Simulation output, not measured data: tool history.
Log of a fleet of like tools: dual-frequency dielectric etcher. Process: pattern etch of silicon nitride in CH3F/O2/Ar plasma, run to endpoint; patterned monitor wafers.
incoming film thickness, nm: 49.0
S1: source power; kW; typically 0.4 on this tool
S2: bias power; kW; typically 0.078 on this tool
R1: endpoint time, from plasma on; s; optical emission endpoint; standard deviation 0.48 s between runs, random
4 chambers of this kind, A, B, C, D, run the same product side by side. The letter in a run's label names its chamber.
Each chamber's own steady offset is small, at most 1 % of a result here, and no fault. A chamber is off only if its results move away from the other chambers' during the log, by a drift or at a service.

{"run": "1C", "hour": 9.4, "S1": 0.4, "S2": 0.078, "R1": 68.561}
{"run": "2D", "hour": 16.5, "S1": 0.4, "S2": 0.078, "R1": 69.452}
{"run": "3A", "hour": 24.9, "S1": 0.4, "S2": 0.078, "R1": 69.88}
{"run": "4B", "hour": 37.2, "S1": 0.4, "S2": 0.078, "R1": 68.065}
{"run": "5C", "hour": 47.2, "S1": 0.4, "S2": 0.078, "R1": 68.157}
{"run": "6B", "hour": 59.0, "S1": 0.4, "S2": 0.078, "R1": 68.494}
{"run": "7A", "hour": 67.3, "S1": 0.4, "S2": 0.078, "R1": 69.897}
{"hour": 70.7, "done": "chamber A: wet clean of the chamber"}
{"run": "8D", "hour": 74.3, "S1": 0.4, "S2": 0.078, "R1": 69.294}
{"run": "9A", "hour": 87.0, "S1": 0.4, "S2": 0.078, "R1": 69.023}
{"run": "10D", "hour": 99.1, "S1": 0.4, "S2": 0.078, "R1": 69.168}
{"run": "11C", "hour": 105.4, "S1": 0.4, "S2": 0.078, "R1": 69.158}
{"run": "12B", "hour": 115.0, "S1": 0.4, "S2": 0.078, "R1": 69.151}
{"run": "13C", "hour": 127.6, "S1": 0.4, "S2": 0.078, "R1": 68.422}
{"hour": 127.7, "done": "chamber A: bias power generator calibrated"}
{"run": "14D", "hour": 137.0, "S1": 0.4, "S2": 0.078, "R1": 69.304}
{"run": "15A", "hour": 145.5, "S1": 0.4, "S2": 0.078, "R1": 69.628}
{"run": "16B", "hour": 154.0, "S1": 0.47, "S2": 0.078, "R1": 63.553}
{"run": "17D", "hour": 161.1, "S1": 0.47, "S2": 0.078, "R1": 65.151}
{"hour": 165.9, "done": "chamber C: source power generator calibrated"}
{"run": "18A", "hour": 169.2, "S1": 0.47, "S2": 0.078, "R1": 66.096}
{"run": "19C", "hour": 180.2, "S1": 0.47, "S2": 0.078, "R1": 65.109}
{"run": "20B", "hour": 188.5, "S1": 0.4, "S2": 0.078, "R1": 66.181}
{"run": "21A", "hour": 196.9, "S1": 0.4, "S2": 0.078, "R1": 69.505}
{"run": "22C", "hour": 206.7, "S1": 0.4, "S2": 0.078, "R1": 68.378}
{"run": "23D", "hour": 218.2, "S1": 0.4, "S2": 0.078, "R1": 69.611}
{"hour": 222.9, "done": "chamber D: source power generator calibrated"}
{"hour": 224.1, "done": "chamber D: wet clean of the chamber"}
{"run": "24B", "hour": 230.7, "S1": 0.4, "S2": 0.078, "R1": 67.313}
{"hour": 234.4, "done": "chamber C: wet clean of the chamber"}
{"run": "25B", "hour": 237.3, "S1": 0.4, "S2": 0.078, "R1": 66.279}
{"hour": 237.4, "done": "chamber B: source power generator calibrated"}
{"run": "26A", "hour": 247.1, "S1": 0.4, "S2": 0.078, "R1": 69.379}
{"run": "27D", "hour": 254.8, "S1": 0.4, "S2": 0.078, "R1": 69.171}
{"run": "28C", "hour": 264.0, "S1": 0.4, "S2": 0.089, "R1": 66.428}
{"run": "29B", "hour": 274.4, "S1": 0.4, "S2": 0.089, "R1": 63.596}
{"run": "30C", "hour": 281.4, "S1": 0.4, "S2": 0.089, "R1": 65.368}
{"run": "31A", "hour": 292.9, "S1": 0.4, "S2": 0.089, "R1": 66.841}
{"run": "32D", "hour": 302.0, "S1": 0.36, "S2": 0.078, "R1": 72.443}

All chambers now run identical settings, listed one chamber a line with results as question marks. What results will each chamber show?
{"run": "33A", "hour": 311.4, "S1": 0.46, "S2": 0.078, "R1": "?"}
{"run": "33B", "hour": 311.4, "S1": 0.46, "S2": 0.078, "R1": "?"}
{"run": "33C", "hour": 311.4, "S1": 0.46, "S2": 0.078, "R1": "?"}
{"run": "33D", "hour": 311.4, "S1": 0.46, "S2": 0.078, "R1": "?"}

run=33A R1=65.751
run=33B R1=62.037
run=33C R1=65.643
run=33D R1=65.48
